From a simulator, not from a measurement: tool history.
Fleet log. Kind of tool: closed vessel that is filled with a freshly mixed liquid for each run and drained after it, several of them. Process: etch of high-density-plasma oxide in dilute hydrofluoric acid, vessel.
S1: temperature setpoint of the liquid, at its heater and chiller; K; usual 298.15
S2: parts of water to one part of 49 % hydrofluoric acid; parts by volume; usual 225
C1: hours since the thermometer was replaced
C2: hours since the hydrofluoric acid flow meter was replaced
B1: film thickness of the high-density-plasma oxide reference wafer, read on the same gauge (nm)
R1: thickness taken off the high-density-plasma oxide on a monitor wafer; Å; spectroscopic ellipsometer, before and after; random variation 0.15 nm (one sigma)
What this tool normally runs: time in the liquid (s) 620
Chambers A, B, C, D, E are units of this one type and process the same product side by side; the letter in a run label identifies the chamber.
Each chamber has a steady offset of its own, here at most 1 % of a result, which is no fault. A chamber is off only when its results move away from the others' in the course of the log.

{"run": "1A", "hour": 6.2, "S1": 298.15, "S2": 225, "time in the liquid (s)": 620, "C1": 2250.6, "C2": 614.5, "B1": 120.01, "R1": 166.24}
{"run": "2E", "hour": 19.7, "S1": 298.15, "S2": 225, "time in the liquid (s)": 620, "C1": 405.7, "C2": 130.5, "B1": 120.01, "R1": 165.62}
{"run": "3D", "hour": 31.1, "S1": 298.15, "S2": 225, "time in the liquid (s)": 620, "C1": 145.8, "C2": 494.9, "B1": 120, "R1": 167.35}
{"run": "4B", "hour": 41.4, "S1": 298.15, "S2": 225, "time in the liquid (s)": 620, "C1": 323.7, "C2": 85, "B1": 120, "R1": 166.49}
{"run": "5C", "hour": 50.2, "S1": 298.15, "S2": 225, "time in the liquid (s)": 620, "C1": 649.6, "C2": 294.2, "B1": 119.97, "R1": 167.2}
{"run": "6A", "hour": 60.6, "S1": 298.15, "S2": 225, "time in the liquid (s)": 770, "C1": 2305, "C2": 668.9, "B1": 120.01, "R1": 207.48}
{"run": "7B", "hour": 72.2, "S1": 298.15, "S2": 225, "time in the liquid (s)": 770, "C1": 354.5, "C2": 115.8, "B1": 120.01, "R1": 204.5}
{"run": "8E", "hour": 85.2, "S1": 298.15, "S2": 225, "time in the liquid (s)": 770, "C1": 471.2, "C2": 196, "B1": 119.99, "R1": 204.81}
{"run": "9D", "hour": 94.4, "S1": 298.15, "S2": 225, "time in the liquid (s)": 770, "C1": 209.1, "C2": 558.2, "B1": 119.99, "R1": 211.64}
{"run": "10C", "hour": 107.5, "S1": 298.15, "S2": 225, "time in the liquid (s)": 770, "C1": 706.9, "C2": 351.5, "B1": 119.99, "R1": 208.27}
{"run": "11D", "hour": 118.3, "S1": 298.15, "S2": 225, "time in the liquid (s)": 620, "C1": 233, "C2": 582.1, "B1": 120.01, "R1": 166.53}
{"run": "12E", "hour": 125.6, "S1": 298.15, "S2": 225, "time in the liquid (s)": 620, "C1": 511.6, "C2": 236.4, "B1": 119.98, "R1": 163.64}
{"run": "13B", "hour": 131.9, "S1": 302.15, "S2": 225, "time in the liquid (s)": 460, "C1": 414.2, "C2": 175.5, "B1": 120, "R1": 141.14}
{"run": "14C", "hour": 139.4, "S1": 302.15, "S2": 225, "time in the liquid (s)": 460, "C1": 738.8, "C2": 383.4, "B1": 120, "R1": 140.91}
{"run": "15A", "hour": 146.0, "S1": 302.15, "S2": 225, "time in the liquid (s)": 460, "C1": 2390.4, "C2": 754.3, "B1": 120, "R1": 141.5}
{"run": "16E", "hour": 159.2, "S1": 302.15, "S2": 225, "time in the liquid (s)": 460, "C1": 545.2, "C2": 270, "B1": 119.98, "R1": 139.54}
{"run": "17A", "hour": 166.5, "S1": 302.15, "S2": 225, "time in the liquid (s)": 460, "C1": 2410.9, "C2": 774.8, "B1": 119.99, "R1": 145.2}
{"hour": 171.3, "done": "chamber C: hydrofluoric acid flow meter replaced"}
{"run": "18D", "hour": 172.8, "S1": 298.15, "S2": 225, "time in the liquid (s)": 620, "C1": 287.5, "C2": 636.6, "B1": 119.98, "R1": 169.12}
{"run": "19C", "hour": 181.8, "S1": 298.15, "S2": 225, "time in the liquid (s)": 620, "C1": 781.2, "C2": 10.5, "B1": 119.99, "R1": 166.58}
{"run": "20B", "hour": 192.1, "S1": 298.15, "S2": 225, "time in the liquid (s)": 620, "C1": 474.4, "C2": 235.7, "B1": 120, "R1": 166.48}
{"run": "21E", "hour": 203.0, "S1": 298.15, "S2": 225, "time in the liquid (s)": 620, "C1": 589, "C2": 313.8, "B1": 119.98, "R1": 164.11}
{"run": "22A", "hour": 209.6, "S1": 298.15, "S2": 225, "time in the liquid (s)": 620, "C1": 2454, "C2": 817.9, "B1": 120, "R1": 172.85}
{"run": "23C", "hour": 219.3, "S1": 298.15, "S2": 225, "time in the liquid (s)": 620, "C1": 818.7, "C2": 48, "B1": 120.01, "R1": 162.66}
{"run": "24D", "hour": 225.6, "S1": 298.15, "S2": 225, "time in the liquid (s)": 620, "C1": 340.3, "C2": 689.4, "B1": 119.97, "R1": 165.13}
{"run": "25B", "hour": 237.3, "S1": 298.15, "S2": 225, "time in the liquid (s)": 620, "C1": 519.6, "C2": 280.9, "B1": 120.01, "R1": 163.7}
{"run": "26C", "hour": 244.7, "S1": 298.15, "S2": 225, "time in the liquid (s)": 620, "C1": 844.1, "C2": 73.4, "B1": 119.98, "R1": 165.45}
{"hour": 253.7, "done": "chamber A: thermometer replaced"}
{"run": "27E", "hour": 256.7, "S1": 298.15, "S2": 225, "time in the liquid (s)": 620, "C1": 642.7, "C2": 367.5, "B1": 120.02, "R1": 166.2}
{"run": "28D", "hour": 266.9, "S1": 298.15, "S2": 225, "time in the liquid (s)": 620, "C1": 381.6, "C2": 730.7, "B1": 120.01, "R1": 168.55}
{"run": "29B", "hour": 273.3, "S1": 298.15, "S2": 225, "time in the liquid (s)": 620, "C1": 555.6, "C2": 316.9, "B1": 120, "R1": 163.23}
{"run": "30A", "hour": 285.9, "S1": 298.15, "S2": 225, "time in the liquid (s)": 620, "C1": 32.2, "C2": 894.2, "B1": 120, "R1": 181.07}
{"run": "31E", "hour": 294.5, "S1": 298.15, "S2": 225, "time in the liquid (s)": 620, "C1": 680.5, "C2": 405.3, "B1": 120, "R1": 165.92}
{"run": "32D", "hour": 304.9, "S1": 298.15, "S2": 225, "time in the liquid (s)": 620, "C1": 419.6, "C2": 768.7, "B1": 120, "R1": 168.99}
{"run": "33C", "hour": 313.6, "S1": 298.15, "S2": 225, "time in the liquid (s)": 620, "C1": 913, "C2": 142.3, "B1": 120, "R1": 167.41}
{"run": "34A", "hour": 326.3, "S1": 298.15, "S2": 225, "time in the liquid (s)": 620, "C1": 72.6, "C2": 934.6, "B1": 120, "R1": 187.57}
{"run": "35B", "hour": 339.0, "S1": 298.15, "S2": 225, "time in the liquid (s)": 620, "C1": 621.3, "C2": 382.6, "B1": 119.98, "R1": 168.51}
{"run": "36C", "hour": 350.6, "S1": 298.15, "S2": 130, "time in the liquid (s)": 620, "C1": 950, "C2": 179.3, "B1": 120.02, "R1": 322.1}
{"run": "37A", "hour": 360.0, "S1": 298.15, "S2": 130, "time in the liquid (s)": 620, "C1": 106.3, "C2": 968.3, "B1": 120.02, "R1": 367.41}

For the next run the whole fleet of 5 chambers uses the same settings. Give each chamber's results:
{"run": "38A", "hour": 369.8, "S1": 298.15, "S2": 225, "time in the liquid (s)": 620, "R1": "?"}
{"run": "38B", "hour": 369.8, "S1": 298.15, "S2": 225, "time in the liquid (s)": 620, "R1": "?"}
{"run": "38C", "hour": 369.8, "S1": 298.15, "S2": 225, "time in the liquid (s)": 620, "R1": "?"}
{"run": "38D", "hour": 369.8, "S1": 298.15, "S2": 225, "time in the liquid (s)": 620, "R1": "?"}
{"run": "38E", "hour": 369.8, "S1": 298.15, "S2": 225, "time in the liquid (s)": 620, "R1": "?"}

run=38A R1=188.08
run=38B R1=168.67
run=38C R1=166.17
run=38D R1=166.2
run=38E R1=166.85
